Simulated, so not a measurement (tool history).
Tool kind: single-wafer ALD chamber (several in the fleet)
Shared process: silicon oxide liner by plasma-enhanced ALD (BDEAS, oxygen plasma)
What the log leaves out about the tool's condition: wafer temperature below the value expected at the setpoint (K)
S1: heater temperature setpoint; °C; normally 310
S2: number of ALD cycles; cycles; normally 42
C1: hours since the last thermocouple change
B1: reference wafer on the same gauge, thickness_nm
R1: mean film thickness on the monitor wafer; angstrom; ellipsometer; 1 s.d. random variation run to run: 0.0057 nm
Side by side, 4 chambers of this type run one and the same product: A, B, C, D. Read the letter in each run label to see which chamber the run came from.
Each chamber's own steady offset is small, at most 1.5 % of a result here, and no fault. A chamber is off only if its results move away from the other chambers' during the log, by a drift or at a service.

{"run": "1C", "hour": 8.2, "S1": 310, "S2": 42, "C1": 48.6, "B1": 4.4907, "R1": 38.305}
{"run": "2A", "hour": 16.6, "S1": 310, "S2": 42, "C1": 887.8, "B1": 4.4924, "R1": 38.983}
{"run": "3D", "hour": 25.9, "S1": 310, "S2": 42, "C1": 364.3, "B1": 4.4925, "R1": 39.06}
{"run": "4B", "hour": 31.7, "S1": 310, "S2": 42, "C1": 395.5, "B1": 4.4936, "R1": 38.562}
{"run": "5A", "hour": 37.5, "S1": 310, "S2": 42, "C1": 908.7, "B1": 4.4948, "R1": 38.914}
{"run": "6B", "hour": 42.3, "S1": 310, "S2": 42, "C1": 406.1, "B1": 4.4959, "R1": 38.664}
{"run": "7C", "hour": 46.7, "S1": 310, "S2": 42, "C1": 87.1, "B1": 4.4966, "R1": 38.464}
{"run": "8D", "hour": 54.1, "S1": 310, "S2": 42, "C1": 392.5, "B1": 4.4972, "R1": 39.065}
{"run": "9C", "hour": 62.8, "S1": 310, "S2": 42, "C1": 103.2, "B1": 4.4984, "R1": 38.407}
{"run": "10D", "hour": 69.4, "S1": 310, "S2": 42, "C1": 407.8, "B1": 4.4996, "R1": 39.127}
{"run": "11A", "hour": 78.1, "S1": 304, "S2": 42, "C1": 949.3, "B1": 4.5006, "R1": 39.429}
{"run": "12B", "hour": 87.1, "S1": 304, "S2": 42, "C1": 450.9, "B1": 4.5033, "R1": 39.012}
{"run": "13B", "hour": 93.2, "S1": 304, "S2": 42, "C1": 457, "B1": 4.5034, "R1": 39.076}
{"run": "14C", "hour": 99.8, "S1": 304, "S2": 42, "C1": 140.2, "B1": 4.5047, "R1": 38.701}
{"run": "15A", "hour": 107.9, "S1": 310, "S2": 42, "C1": 979.1, "B1": 4.506, "R1": 39.054}
{"run": "16D", "hour": 116.9, "S1": 310, "S2": 42, "C1": 455.3, "B1": 4.5096, "R1": 39.186}
{"run": "17C", "hour": 125.9, "S1": 310, "S2": 42, "C1": 166.3, "B1": 4.51, "R1": 38.507}
{"run": "18D", "hour": 134.5, "S1": 310, "S2": 42, "C1": 472.9, "B1": 4.5086, "R1": 39.219}
{"run": "19A", "hour": 142.2, "S1": 310, "S2": 35, "C1": 1013.4, "B1": 4.509, "R1": 32.62}
{"run": "20B", "hour": 149.5, "S1": 310, "S2": 35, "C1": 513.3, "B1": 4.5112, "R1": 32.223}
{"run": "21C", "hour": 157.1, "S1": 310, "S2": 35, "C1": 197.5, "B1": 4.5125, "R1": 31.996}
{"run": "22D", "hour": 164.0, "S1": 310, "S2": 35, "C1": 502.4, "B1": 4.5149, "R1": 32.768}
{"run": "23A", "hour": 171.2, "S1": 310, "S2": 42, "C1": 1042.4, "B1": 4.5158, "R1": 39.234}
{"run": "24B", "hour": 178.5, "S1": 310, "S2": 42, "C1": 542.3, "B1": 4.5151, "R1": 38.76}
{"run": "25C", "hour": 182.9, "S1": 310, "S2": 42, "C1": 223.3, "B1": 4.5185, "R1": 38.451}

Decide between three cases: one chamber stands off from its peers, the gauge reading all wafers drifts, or nothing is wrong past each chamber's small offset. Where a chamber is off, say which and what most likely put it there.

The shared gauge is drifting. All chambers look as if they move in step, but none is off.
Cause: gauge reads high (%) = 0.619.
